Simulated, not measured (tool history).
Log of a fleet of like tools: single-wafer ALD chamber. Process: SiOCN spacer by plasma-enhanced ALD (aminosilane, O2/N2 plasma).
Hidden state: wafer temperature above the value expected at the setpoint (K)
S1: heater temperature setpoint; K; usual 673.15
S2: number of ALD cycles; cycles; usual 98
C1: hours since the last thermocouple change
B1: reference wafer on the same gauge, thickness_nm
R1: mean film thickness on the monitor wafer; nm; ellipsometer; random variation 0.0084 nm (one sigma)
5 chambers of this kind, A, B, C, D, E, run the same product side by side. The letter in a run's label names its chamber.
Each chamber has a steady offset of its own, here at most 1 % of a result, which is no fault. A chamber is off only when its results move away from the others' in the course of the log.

{"run": "1E", "hour": 5.3, "S1": 673.15, "S2": 98, "C1": 453.5, "B1": 6.3695, "R1": 5.9338}
{"run": "2D", "hour": 15.0, "S1": 673.15, "S2": 98, "C1": 937.2, "B1": 6.3751, "R1": 5.8847}
{"run": "3A", "hour": 24.4, "S1": 673.15, "S2": 98, "C1": 1928.2, "B1": 6.3729, "R1": 5.8702}
{"run": "4C", "hour": 28.9, "S1": 673.15, "S2": 98, "C1": 1496.9, "B1": 6.3768, "R1": 5.8811}
{"run": "5B", "hour": 37.1, "S1": 673.15, "S2": 112, "C1": 639.2, "B1": 6.3777, "R1": 6.7851}
{"run": "6A", "hour": 45.6, "S1": 673.15, "S2": 112, "C1": 1949.4, "B1": 6.3754, "R1": 6.71}
{"run": "7D", "hour": 50.0, "S1": 673.15, "S2": 112, "C1": 972.2, "B1": 6.376, "R1": 6.7457}
{"run": "8E", "hour": 57.3, "S1": 673.15, "S2": 112, "C1": 505.5, "B1": 6.3787, "R1": 6.8015}
{"run": "9C", "hour": 64.7, "S1": 673.15, "S2": 112, "C1": 1532.7, "B1": 6.3775, "R1": 6.7312}
{"run": "10B", "hour": 74.5, "S1": 673.15, "S2": 98, "C1": 676.6, "B1": 6.3786, "R1": 5.9436}
{"run": "11D", "hour": 84.4, "S1": 673.15, "S2": 98, "C1": 1006.6, "B1": 6.3813, "R1": 5.8939}
{"run": "12B", "hour": 93.5, "S1": 673.15, "S2": 98, "C1": 695.6, "B1": 6.3834, "R1": 5.9529}
{"run": "13C", "hour": 99.9, "S1": 673.15, "S2": 98, "C1": 1567.9, "B1": 6.3802, "R1": 5.8883}
{"run": "14E", "hour": 104.9, "S1": 673.15, "S2": 98, "C1": 553.1, "B1": 6.3859, "R1": 5.9531}
{"run": "15A", "hour": 109.8, "S1": 662.15, "S2": 111, "C1": 2013.6, "B1": 6.3848, "R1": 6.653}
{"run": "16B", "hour": 118.2, "S1": 662.15, "S2": 111, "C1": 720.3, "B1": 6.3836, "R1": 6.7413}
{"run": "17E", "hour": 127.0, "S1": 662.15, "S2": 111, "C1": 575.2, "B1": 6.3887, "R1": 6.7276}
{"run": "18D", "hour": 136.7, "S1": 662.15, "S2": 111, "C1": 1058.9, "B1": 6.3893, "R1": 6.6921}
{"run": "19A", "hour": 141.8, "S1": 662.15, "S2": 111, "C1": 2045.6, "B1": 6.3886, "R1": 6.6815}
{"run": "20C", "hour": 150.1, "S1": 673.15, "S2": 98, "C1": 1618.1, "B1": 6.3911, "R1": 5.9272}
{"run": "21A", "hour": 157.1, "S1": 673.15, "S2": 98, "C1": 2060.9, "B1": 6.392, "R1": 5.8898}
{"run": "22D", "hour": 166.5, "S1": 673.15, "S2": 98, "C1": 1088.7, "B1": 6.394, "R1": 5.8885}
{"run": "23E", "hour": 172.3, "S1": 661.15, "S2": 80, "C1": 620.5, "B1": 6.394, "R1": 4.8722}
{"run": "24B", "hour": 177.2, "S1": 661.15, "S2": 80, "C1": 779.3, "B1": 6.3947, "R1": 4.8634}
{"run": "25C", "hour": 184.0, "S1": 661.15, "S2": 80, "C1": 1652, "B1": 6.3937, "R1": 4.8359}
{"run": "26D", "hour": 193.4, "S1": 661.15, "S2": 80, "C1": 1115.6, "B1": 6.3984, "R1": 4.8424}
{"run": "27C", "hour": 201.1, "S1": 661.15, "S2": 80, "C1": 1669.1, "B1": 6.3967, "R1": 4.823}
{"run": "28B", "hour": 211.0, "S1": 666.15, "S2": 87, "C1": 813.1, "B1": 6.3994, "R1": 5.2879}
{"run": "29E", "hour": 219.0, "S1": 666.15, "S2": 87, "C1": 667.2, "B1": 6.3992, "R1": 5.3094}
{"run": "30A", "hour": 227.2, "S1": 666.15, "S2": 87, "C1": 2131, "B1": 6.4013, "R1": 5.2319}
{"run": "31A", "hour": 234.2, "S1": 666.15, "S2": 87, "C1": 2138, "B1": 6.4023, "R1": 5.249}
{"run": "32E", "hour": 241.1, "S1": 666.15, "S2": 87, "C1": 689.3, "B1": 6.4038, "R1": 5.2915}
{"run": "33B", "hour": 246.7, "S1": 673.15, "S2": 98, "C1": 848.8, "B1": 6.4056, "R1": 5.9757}
{"run": "34C", "hour": 251.5, "S1": 673.15, "S2": 98, "C1": 1719.5, "B1": 6.4075, "R1": 5.9259}
{"run": "35D", "hour": 256.5, "S1": 673.15, "S2": 98, "C1": 1178.7, "B1": 6.4041, "R1": 5.9325}
{"run": "36D", "hour": 264.8, "S1": 673.15, "S2": 98, "C1": 1187, "B1": 6.4071, "R1": 5.9278}

Next, every chamber runs the same settings. What will each give?
{"run": "37A", "hour": 271.9, "S1": 673.15, "S2": 98, "R1": "?"}
{"run": "37B", "hour": 271.9, "S1": 673.15, "S2": 98, "R1": "?"}
{"run": "37C", "hour": 271.9, "S1": 673.15, "S2": 98, "R1": "?"}
{"run": "37D", "hour": 271.9, "S1": 673.15, "S2": 98, "R1": "?"}
{"run": "37E", "hour": 271.9, "S1": 673.15, "S2": 98, "R1": "?"}

run=37A R1=5.8993
run=37B R1=5.9728
run=37C R1=5.9415
run=37D R1=5.9316
run=37E R1=5.9634
